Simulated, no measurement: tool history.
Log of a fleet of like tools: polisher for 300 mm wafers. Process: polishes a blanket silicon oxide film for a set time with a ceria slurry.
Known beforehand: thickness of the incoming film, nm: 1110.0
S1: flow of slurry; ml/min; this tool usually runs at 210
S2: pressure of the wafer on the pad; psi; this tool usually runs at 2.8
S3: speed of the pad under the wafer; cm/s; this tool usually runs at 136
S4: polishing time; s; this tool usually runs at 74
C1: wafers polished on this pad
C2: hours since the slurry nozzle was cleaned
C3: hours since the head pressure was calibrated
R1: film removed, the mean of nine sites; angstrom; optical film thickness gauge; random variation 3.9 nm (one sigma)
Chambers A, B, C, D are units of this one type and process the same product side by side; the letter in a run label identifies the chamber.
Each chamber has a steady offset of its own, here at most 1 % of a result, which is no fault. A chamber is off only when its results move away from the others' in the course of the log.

Run 1D, hour 12.3: usual settings; C1 709; C2 169.5; C3 305.5. Result: R1 4803.3 angstrom.
At hour 23.2: chamber B: worn pad replaced by a new one.
Run 2B, hour 25.7: usual settings; C1 35; C2 150.2; C3 326.4. Result: R1 4914.6 angstrom.
At hour 26.1: chamber D: head pressure recalibrated.
Run 3C, hour 35.5: usual settings; C1 835; C2 202.5; C3 255.3. Result: R1 4822.0 angstrom.
Run 4A, hour 43.5: usual settings; C1 963; C2 915.0; C3 802.4. Result: R1 4881.2 angstrom.
At hour 55.2: chamber C: worn pad replaced by a new one.
Run 5B, hour 55.4: usual settings; C1 453; C2 179.9; C3 356.1. Result: R1 4868.7 angstrom.
At hour 64.4: chamber D: worn pad replaced by a new one.
Run 6D, hour 64.6: usual settings; C1 3; C2 221.8; C3 38.6. Result: R1 4871.9 angstrom.
At hour 65.2: chamber A: slurry nozzle cleaned.
Run 7A, hour 74.3: usual settings; C1 1397; C2 9.1; C3 833.2. Result: R1 4820.5 angstrom.
Run 8C, hour 82.7: usual settings; C1 387; C2 249.7; C3 302.5. Result: R1 4830.4 angstrom.
Run 9A, hour 95.2: usual settings but S2 2.5 psi, S4 56 s; C1 1691; C2 30.0; C3 854.1. Result: R1 3235.8 angstrom.
At hour 96.2: chamber B: worn pad replaced by a new one.
At hour 101.8: chamber C: head pressure recalibrated.
Run 10C, hour 102.5: usual settings but S2 2.5 psi, S4 56 s; C1 666; C2 269.5; C3 0.8. Result: R1 3269.9 angstrom.
Run 11B, hour 114.0: usual settings but S2 2.5 psi, S4 56 s; C1 251; C2 238.5; C3 414.7. Result: R1 3254.8 angstrom.
At hour 128.3: chamber C: worn pad replaced by a new one.
Run 12D, hour 129.8: usual settings but S2 2.5 psi, S4 56 s; C1 922; C2 287.0; C3 103.8. Result: R1 3225.5 angstrom.
Run 13C, hour 139.5: usual settings; C1 157; C2 306.5; C3 37.8. Result: R1 4763.7 angstrom.
Run 14B, hour 150.0: usual settings; C1 758; C2 274.5; C3 450.7. Result: R1 4752.3 angstrom.
At hour 154.1: chamber D: slurry nozzle cleaned.
At hour 157.0: chamber D: worn pad replaced by a new one.
Run 15A, hour 159.1: usual settings; C1 2591; C2 93.9; C3 918.0. Result: R1 4816.2 angstrom.
Run 16D, hour 166.8: usual settings; C1 138; C2 12.8; C3 140.8. Result: R1 4923.6 angstrom.
At hour 168.0: chamber B: worn pad replaced by a new one.
Run 17A, hour 176.7: usual settings; C1 2839; C2 111.5; C3 935.6. Result: R1 4754.8 angstrom.
Run 18C, hour 190.3: usual settings but S3 162 cm/s, S4 88 s; C1 873; C2 357.3; C3 88.6. Result: R1 6844.3 angstrom.
Run 19D, hour 199.5: usual settings but S3 162 cm/s, S4 88 s; C1 598; C2 45.5; C3 173.5. Result: R1 6781.5 angstrom.
At hour 200.9: chamber C: worn pad replaced by a new one.
Run 20B, hour 213.7: usual settings but S3 162 cm/s, S4 88 s; C1 644; C2 338.2; C3 514.4. Result: R1 6828.3 angstrom.
Run 21C, hour 229.3: usual settings but S3 162 cm/s, S4 88 s; C1 400; C2 396.3; C3 127.6. Result: R1 6838.6 angstrom.
At hour 240.8: chamber B: worn pad replaced by a new one.
Run 22A, hour 243.7: usual settings; C1 3783; C2 178.5; C3 1002.6. Result: R1 4715.5 angstrom.
Run 23B, hour 259.9: usual settings but S1 170 ml/min; C1 270; C2 384.4; C3 560.6. Result: R1 4728.6 angstrom.
At hour 260.8: chamber D: worn pad replaced by a new one.
Run 24D, hour 270.4: usual settings but S1 170 ml/min; C1 136; C2 116.4; C3 244.4. Result: R1 4672.7 angstrom.
Run 25D, hour 279.2: usual settings but S1 170 ml/min; C1 260; C2 125.2; C3 253.2. Result: R1 4586.7 angstrom.
At hour 286.5: chamber C: worn pad replaced by a new one.
Run 26A, hour 291.8: usual settings but S1 170 ml/min; C1 4460; C2 226.6; C3 1050.7. Result: R1 4592.0 angstrom.
Run 27B, hour 302.0: usual settings; C1 862; C2 426.5; C3 602.7. Result: R1 4864.0 angstrom.
At hour 313.5: chamber C: slurry nozzle cleaned.
Run 28C, hour 316.0: usual settings; C1 416; C2 2.6; C3 214.3. Result: R1 4785.2 angstrom.
At hour 318.7: chamber B: worn pad replaced by a new one.
Run 29B, hour 325.9: usual settings; C1 101; C2 450.4; C3 626.6. Result: R1 4806.1 angstrom.
Run 30D, hour 336.7: usual settings; C1 1070; C2 182.7; C3 310.7. Result: R1 4814.2 angstrom.
Run 31C, hour 350.1: usual settings; C1 896; C2 36.7; C3 248.4. Result: R1 4844.0 angstrom.
Run 32A, hour 362.9: usual settings but S2 1.9 psi, S3 100 cm/s; C1 5462; C2 297.7; C3 1121.8. Result: R1 2255.4 angstrom.
At hour 363.4: chamber A: head pressure recalibrated.
At hour 365.9: chamber D: worn pad replaced by a new one.
Run 33B, hour 376.8: usual settings but S2 1.9 psi, S3 100 cm/s; C1 818; C2 501.3; C3 677.5. Result: R1 2424.2 angstrom.
At hour 379.2: chamber C: worn pad replaced by a new one.
At hour 381.7: chamber D: head pressure recalibrated.
Run 34D, hour 390.5: usual settings but S2 1.9 psi, S3 100 cm/s; C1 347; C2 236.5; C3 8.8. Result: R1 2421.5 angstrom.
Run 35C, hour 403.5: usual settings but S2 1.9 psi, S3 100 cm/s; C1 343; C2 90.1; C3 301.8. Result: R1 2437.6 angstrom.
Run 36A, hour 418.3: usual settings; C1 6242; C2 353.1; C3 55.0. Result: R1 4544.6 angstrom.

Is one chamber off against the others, does the gauge drift, or is nothing wrong? If a chamber is off, say which, and what the likeliest cause is.

It is chamber A that slowly wanders off from its peers.
Cause: removal rate lost through wear of the pad, % = 5.59.
It could be hard to tell apart here from: slurry flow missing at the pad, %.

Which of the 4 candidates below, each the usual settings with something changed and its results left as question marks, puts chamber A back in line with what the other chambers give on the usual settings?
In line means no further than this from the other chambers' mean on the usual settings: R1 140.0 angstrom
Run 37A-1, hour 430.0: usual settings but S3 132 cm/s, S4 72 s. Result: R1 ?.
Run 37A-2, hour 430.0: usual settings but S3 128 cm/s, S4 69 s. Result: R1 ?.
Run 37A-3, hour 430.0: usual settings but S2 2.9 psi, S3 138 cm/s, S4 75 s. Result: R1 ?.
Run 37A-4, hour 430.0: usual settings but S2 2.9 psi, S3 142 cm/s, S4 78 s. Result: R1 ?.

Average result of the remaining chambers running the usual settings: R1 4827.5 angstrom
  run      R1
37A-1  4265.1
37A-2  3961.6
37A-3  4815.1
37A-4  5155.0
37A-3 is the one that brings the chamber's results back in line with the other chambers.

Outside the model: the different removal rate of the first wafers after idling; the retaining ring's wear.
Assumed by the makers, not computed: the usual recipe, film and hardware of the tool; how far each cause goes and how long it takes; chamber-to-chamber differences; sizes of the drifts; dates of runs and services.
